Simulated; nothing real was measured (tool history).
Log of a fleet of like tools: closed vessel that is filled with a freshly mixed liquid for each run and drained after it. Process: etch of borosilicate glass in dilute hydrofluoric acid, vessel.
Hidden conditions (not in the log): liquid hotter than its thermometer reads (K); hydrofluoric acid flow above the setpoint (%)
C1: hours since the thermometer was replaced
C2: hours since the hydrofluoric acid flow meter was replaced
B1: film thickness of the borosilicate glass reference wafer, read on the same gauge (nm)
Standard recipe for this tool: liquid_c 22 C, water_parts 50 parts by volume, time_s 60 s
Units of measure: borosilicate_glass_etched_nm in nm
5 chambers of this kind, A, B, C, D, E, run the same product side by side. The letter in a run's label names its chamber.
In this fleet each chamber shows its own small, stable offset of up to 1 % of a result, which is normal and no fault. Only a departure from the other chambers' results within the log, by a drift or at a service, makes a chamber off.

{"run": "1C", "hour": 7.5, "liquid_c": 22, "water_parts": 50, "time_s": 60, "C1": 1588.4, "C2": 1549.7, "B1": 150, "borosilicate_glass_etched_nm": 42}
{"run": "2B", "hour": 16.9, "liquid_c": 22, "water_parts": 50, "time_s": 60, "C1": 1272.6, "C2": 421.9, "B1": 149.98, "borosilicate_glass_etched_nm": 41.906}
{"run": "3D", "hour": 31.2, "liquid_c": 22, "water_parts": 50, "time_s": 60, "C1": 830.3, "C2": 309.8, "B1": 150.06, "borosilicate_glass_etched_nm": 42.057}
{"run": "4A", "hour": 43.1, "liquid_c": 22, "water_parts": 50, "time_s": 60, "C1": 272.3, "C2": 561.7, "B1": 150, "borosilicate_glass_etched_nm": 42.309}
{"run": "5E", "hour": 55.4, "liquid_c": 22, "water_parts": 50, "time_s": 60, "C1": 1283.9, "C2": 1139.6, "B1": 150.03, "borosilicate_glass_etched_nm": 42.152}
{"run": "6A", "hour": 69.5, "liquid_c": 25, "water_parts": 50, "time_s": 60, "C1": 298.7, "C2": 588.1, "B1": 150.02, "borosilicate_glass_etched_nm": 47.816}
{"run": "7B", "hour": 81.4, "liquid_c": 25, "water_parts": 50, "time_s": 60, "C1": 1337.1, "C2": 486.4, "B1": 150.01, "borosilicate_glass_etched_nm": 47.49}
{"run": "8C", "hour": 89.8, "liquid_c": 25, "water_parts": 50, "time_s": 60, "C1": 1670.7, "C2": 1632, "B1": 150.02, "borosilicate_glass_etched_nm": 47.533}
{"run": "9E", "hour": 99.0, "liquid_c": 25, "water_parts": 50, "time_s": 60, "C1": 1327.5, "C2": 1183.2, "B1": 149.98, "borosilicate_glass_etched_nm": 47.316}
{"run": "10D", "hour": 105.9, "liquid_c": 25, "water_parts": 50, "time_s": 60, "C1": 905, "C2": 384.5, "B1": 150.02, "borosilicate_glass_etched_nm": 47.666}
{"run": "11A", "hour": 121.0, "liquid_c": 22, "water_parts": 50, "time_s": 60, "C1": 350.2, "C2": 639.6, "B1": 150.04, "borosilicate_glass_etched_nm": 42.426}
{"run": "12B", "hour": 132.0, "liquid_c": 22, "water_parts": 50, "time_s": 60, "C1": 1387.7, "C2": 537, "B1": 149.99, "borosilicate_glass_etched_nm": 41.795}
{"hour": 133.9, "done": "chamber B: thermometer replaced"}
{"run": "13D", "hour": 145.7, "liquid_c": 22, "water_parts": 50, "time_s": 60, "C1": 944.8, "C2": 424.3, "B1": 149.97, "borosilicate_glass_etched_nm": 42.23}
{"run": "14E", "hour": 160.6, "liquid_c": 22, "water_parts": 50, "time_s": 60, "C1": 1389.1, "C2": 1244.8, "B1": 149.98, "borosilicate_glass_etched_nm": 41.961}
{"run": "15C", "hour": 168.4, "liquid_c": 22, "water_parts": 50, "time_s": 60, "C1": 1749.3, "C2": 1710.6, "B1": 149.95, "borosilicate_glass_etched_nm": 42.094}
{"run": "16E", "hour": 181.4, "liquid_c": 22, "water_parts": 50, "time_s": 60, "C1": 1409.9, "C2": 1265.6, "B1": 150.02, "borosilicate_glass_etched_nm": 41.79}
{"run": "17B", "hour": 191.5, "liquid_c": 22, "water_parts": 50, "time_s": 60, "C1": 57.7, "C2": 596.5, "B1": 149.99, "borosilicate_glass_etched_nm": 41.996}
{"run": "18D", "hour": 198.8, "liquid_c": 22, "water_parts": 50, "time_s": 60, "C1": 997.9, "C2": 477.4, "B1": 150.03, "borosilicate_glass_etched_nm": 42.319}
{"run": "19C", "hour": 206.5, "liquid_c": 22, "water_parts": 50, "time_s": 60, "C1": 1787.4, "C2": 1748.7, "B1": 149.99, "borosilicate_glass_etched_nm": 42.175}
{"run": "20A", "hour": 221.6, "liquid_c": 22, "water_parts": 50, "time_s": 60, "C1": 450.8, "C2": 740.2, "B1": 149.99, "borosilicate_glass_etched_nm": 42.271}
{"run": "21E", "hour": 231.3, "liquid_c": 22, "water_parts": 50, "time_s": 60, "C1": 1459.8, "C2": 1315.5, "B1": 150.01, "borosilicate_glass_etched_nm": 42.175}
{"run": "22A", "hour": 242.4, "liquid_c": 22, "water_parts": 50, "time_s": 60, "C1": 471.6, "C2": 761, "B1": 150.02, "borosilicate_glass_etched_nm": 42.309}
{"run": "23B", "hour": 250.4, "liquid_c": 22, "water_parts": 30, "time_s": 60, "C1": 116.6, "C2": 655.4, "B1": 150.02, "borosilicate_glass_etched_nm": 71.546}
{"run": "24D", "hour": 263.8, "liquid_c": 22, "water_parts": 30, "time_s": 60, "C1": 1062.9, "C2": 542.4, "B1": 150.01, "borosilicate_glass_etched_nm": 72.184}
{"run": "25C", "hour": 274.1, "liquid_c": 22, "water_parts": 30, "time_s": 60, "C1": 1855, "C2": 1816.3, "B1": 150.02, "borosilicate_glass_etched_nm": 72.442}
{"run": "26E", "hour": 283.3, "liquid_c": 22, "water_parts": 30, "time_s": 60, "C1": 1511.8, "C2": 1367.5, "B1": 150.01, "borosilicate_glass_etched_nm": 71.199}
{"run": "27A", "hour": 297.2, "liquid_c": 22, "water_parts": 30, "time_s": 60, "C1": 526.4, "C2": 815.8, "B1": 150.01, "borosilicate_glass_etched_nm": 71.582}
{"run": "28C", "hour": 306.5, "liquid_c": 22, "water_parts": 50, "time_s": 60, "C1": 1887.4, "C2": 1848.7, "B1": 150.03, "borosilicate_glass_etched_nm": 41.76}
{"run": "29D", "hour": 313.7, "liquid_c": 22, "water_parts": 50, "time_s": 60, "C1": 1112.8, "C2": 592.3, "B1": 150.04, "borosilicate_glass_etched_nm": 42.38}
{"run": "30B", "hour": 325.9, "liquid_c": 22, "water_parts": 50, "time_s": 35, "C1": 192.1, "C2": 730.9, "B1": 150.04, "borosilicate_glass_etched_nm": 24.258}
{"hour": 335.8, "done": "chamber E: thermometer replaced"}
{"run": "31D", "hour": 337.2, "liquid_c": 22, "water_parts": 50, "time_s": 35, "C1": 1136.3, "C2": 615.8, "B1": 149.99, "borosilicate_glass_etched_nm": 24.669}
{"run": "32B", "hour": 345.9, "liquid_c": 22, "water_parts": 50, "time_s": 35, "C1": 212.1, "C2": 750.9, "B1": 150.03, "borosilicate_glass_etched_nm": 24.373}
{"run": "33C", "hour": 354.5, "liquid_c": 22, "water_parts": 50, "time_s": 35, "C1": 1935.4, "C2": 1896.7, "B1": 149.97, "borosilicate_glass_etched_nm": 24.43}
{"run": "34A", "hour": 361.2, "liquid_c": 22, "water_parts": 50, "time_s": 35, "C1": 590.4, "C2": 879.8, "B1": 150.02, "borosilicate_glass_etched_nm": 24.711}
{"run": "35E", "hour": 374.4, "liquid_c": 22, "water_parts": 50, "time_s": 60, "C1": 38.7, "C2": 1458.6, "B1": 150.02, "borosilicate_glass_etched_nm": 41.959}
{"run": "36B", "hour": 389.5, "liquid_c": 22, "water_parts": 50, "time_s": 60, "C1": 255.7, "C2": 794.5, "B1": 149.97, "borosilicate_glass_etched_nm": 41.812}
{"run": "37A", "hour": 404.2, "liquid_c": 22, "water_parts": 50, "time_s": 60, "C1": 633.4, "C2": 922.8, "B1": 150.01, "borosilicate_glass_etched_nm": 42.04}
{"run": "38C", "hour": 418.5, "liquid_c": 22, "water_parts": 50, "time_s": 40, "C1": 1999.4, "C2": 1960.7, "B1": 150, "borosilicate_glass_etched_nm": 27.907}

Next, every chamber runs the same settings. What will each give?
{"run": "39A", "hour": 429.4, "liquid_c": 24.5, "water_parts": 50, "time_s": 60, "borosilicate_glass_etched_nm": "?"}
{"run": "39B", "hour": 429.4, "liquid_c": 24.5, "water_parts": 50, "time_s": 60, "borosilicate_glass_etched_nm": "?"}
{"run": "39C", "hour": 429.4, "liquid_c": 24.5, "water_parts": 50, "time_s": 60, "borosilicate_glass_etched_nm": "?"}
{"run": "39D", "hour": 429.4, "liquid_c": 24.5, "water_parts": 50, "time_s": 60, "borosilicate_glass_etched_nm": "?"}
{"run": "39E", "hour": 429.4, "liquid_c": 24.5, "water_parts": 50, "time_s": 60, "borosilicate_glass_etched_nm": "?"}

run=39A borosilicate_glass_etched_nm=46.826
run=39B borosilicate_glass_etched_nm=46.147
run=39C borosilicate_glass_etched_nm=46.686
run=39D borosilicate_glass_etched_nm=46.59
run=39E borosilicate_glass_etched_nm=46.48
